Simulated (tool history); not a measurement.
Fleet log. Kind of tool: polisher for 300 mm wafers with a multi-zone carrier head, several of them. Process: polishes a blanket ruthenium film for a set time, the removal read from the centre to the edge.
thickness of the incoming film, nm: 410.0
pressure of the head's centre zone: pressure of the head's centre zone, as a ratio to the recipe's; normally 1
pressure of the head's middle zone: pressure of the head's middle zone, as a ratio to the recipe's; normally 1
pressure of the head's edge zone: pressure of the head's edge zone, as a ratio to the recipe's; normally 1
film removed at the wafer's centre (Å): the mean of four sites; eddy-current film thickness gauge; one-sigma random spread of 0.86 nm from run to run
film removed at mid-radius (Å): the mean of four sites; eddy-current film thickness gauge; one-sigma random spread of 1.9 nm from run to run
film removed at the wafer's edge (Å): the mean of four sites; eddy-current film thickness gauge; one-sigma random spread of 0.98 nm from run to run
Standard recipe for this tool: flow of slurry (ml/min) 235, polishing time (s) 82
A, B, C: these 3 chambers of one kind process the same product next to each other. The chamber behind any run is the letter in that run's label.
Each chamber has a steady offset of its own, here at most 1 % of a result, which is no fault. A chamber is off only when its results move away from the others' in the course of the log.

| run | hour | flow of slurry (ml/min) | pressure of the head's centre zone | pressure of the head's middle zone | pressure of the head's edge zone | polishing time (s) | film removed at the wafer's centre (Å) | film removed at mid-radius (Å) | film removed at the wafer's edge (Å) |
|---|---|---|---|---|---|---|---|---|---|
| 1A | 12 | 235 | 1 | 1 | 1 | 82 | 1252.3 | 1275.8 | 1250.7 |
|  | 15.6 | chamber A: worn pad replaced by a new one |
| 2B | 22.9 | 235 | 1 | 1 | 1 | 82 | 1255.8 | 1250.1 | 1294.3 |
| 3C | 37 | 235 | 1 | 1 | 1 | 82 | 1239.9 | 1230.4 | 1250.1 |
|  | 49.3 | chamber C: slurry nozzle cleaned |
|  | 51.8 | chamber B: worn pad replaced by a new one |
| 4A | 53.6 | 235 | 1 | 1 | 1 | 82 | 1253.8 | 1279.8 | 1263.1 |
| 5B | 66.9 | 195 | 1 | 1 | 1 | 59 | 882.27 | 900.44 | 885.63 |
| 6C | 82.2 | 195 | 1 | 1 | 1 | 59 | 876.78 | 875 | 890.51 |
| 7C | 91.1 | 195 | 1 | 1 | 1 | 59 | 875.48 | 856.88 | 884.16 |
|  | 92.9 | chamber A: worn pad replaced by a new one |
| 8A | 102.7 | 235 | 1 | 1 | 1 | 82 | 1254.2 | 1249.7 | 1267.7 |
| 9B | 113.5 | 235 | 1 | 1 | 1 | 82 | 1254.8 | 1258.5 | 1275.3 |
| 10B | 127.6 | 235 | 1 | 1 | 1 | 82 | 1255.1 | 1239.3 | 1250.7 |
|  | 129 | chamber C: worn pad replaced by a new one |
| 11A | 136.1 | 235 | 1 | 1 | 0.9 | 82 | 1258 | 1263.2 | 1182.6 |
| 12C | 144.3 | 235 | 1 | 1 | 0.9 | 82 | 1255 | 1219 | 1179.5 |
| 13B | 151.9 | 235 | 1 | 1 | 0.9 | 82 | 1265.8 | 1273.2 | 1198.3 |
|  | 155.9 | chamber B: worn pad replaced by a new one |
| 14A | 159.9 | 235 | 1 | 1 | 1 | 82 | 1257.1 | 1247.7 | 1258.3 |
| 15C | 173.6 | 235 | 1 | 1 | 1 | 82 | 1252.4 | 1226.1 | 1263.5 |
|  | 175.3 | chamber A: worn pad replaced by a new one |
| 16B | 188.4 | 235 | 1 | 1 | 1 | 82 | 1256.9 | 1272.7 | 1261.9 |
| 17C | 203.4 | 235 | 1 | 1 | 1 | 82 | 1246.9 | 1262.8 | 1257.6 |
| 18A | 213.4 | 235 | 1 | 1 | 1 | 82 | 1270.9 | 1251.3 | 1251.3 |
| 19A | 227.3 | 235 | 1 | 1 | 1 | 82 | 1251.6 | 1245.9 | 1255.6 |
|  | 231.1 | chamber B: slurry nozzle cleaned |
| 20B | 243.9 | 305 | 1 | 1 | 1 | 82 | 1291.5 | 1272.9 | 1290.5 |
|  | 245.7 | chamber B: worn pad replaced by a new one |
|  | 246.4 | chamber B: centre zone pressure recalibrated |
|  | 251.8 | chamber A: worn pad replaced by a new one |
| 21C | 254.3 | 305 | 1 | 1 | 1 | 82 | 1305.5 | 1265.5 | 1273.1 |
| 22B | 263.7 | 305 | 1 | 1 | 1 | 82 | 1304.6 | 1326.6 | 1302.4 |
| 23C | 272.2 | 235 | 1 | 1 | 1 | 82 | 1240.7 | 1210.9 | 1256.6 |
|  | 274.4 | chamber B: edge zone pressure recalibrated |
|  | 275 | chamber C: worn pad replaced by a new one |
| 24A | 287.4 | 235 | 1 | 1 | 1 | 82 | 1250.3 | 1261.7 | 1249.6 |
|  | 297.2 | chamber C: centre zone pressure recalibrated |
| 25A | 303.9 | 235 | 1 | 1 | 1 | 82 | 1254.2 | 1260.9 | 1264.2 |
| 26C | 314.9 | 235 | 1 | 1 | 1 | 82 | 1257.1 | 1279.9 | 1239.2 |
| 27B | 326.3 | 235 | 1 | 1 | 1 | 82 | 1253.1 | 1292.2 | 1271.9 |
|  | 334.9 | chamber A: worn pad replaced by a new one |
|  | 338.6 | chamber B: worn pad replaced by a new one |
| 28B | 340.5 | 235 | 1 | 1 | 1 | 82 | 1254.1 | 1293.1 | 1272.2 |
| 29C | 347.8 | 235 | 1 | 1 | 1 | 82 | 1248.5 | 1285.3 | 1273.2 |
|  | 349.1 | chamber A: slurry nozzle cleaned |
| 30A | 361.2 | 235 | 1 | 1 | 1 | 82 | 1258 | 1283.2 | 1266.8 |

Predict what each chamber gives when all 3 of them run the settings below next.
| 31A | 373.2 | 235 | 1 | 0.93 | 1 | 82 | ? | ? | ? |
| 31B | 373.2 | 235 | 1 | 0.93 | 1 | 82 | ? | ? | ? |
| 31C | 373.2 | 235 | 1 | 0.93 | 1 | 82 | ? | ? | ? |

| run | film removed at the wafer's centre (Å) | film removed at mid-radius (Å) | film removed at the wafer's edge (Å) |
|---|---|---|---|
| 31A | 1285.8 | 1185.4 | 1269.8 |
| 31B | 1262.4 | 1152.8 | 1266.1 |
| 31C | 1259.3 | 1168.8 | 1259 |

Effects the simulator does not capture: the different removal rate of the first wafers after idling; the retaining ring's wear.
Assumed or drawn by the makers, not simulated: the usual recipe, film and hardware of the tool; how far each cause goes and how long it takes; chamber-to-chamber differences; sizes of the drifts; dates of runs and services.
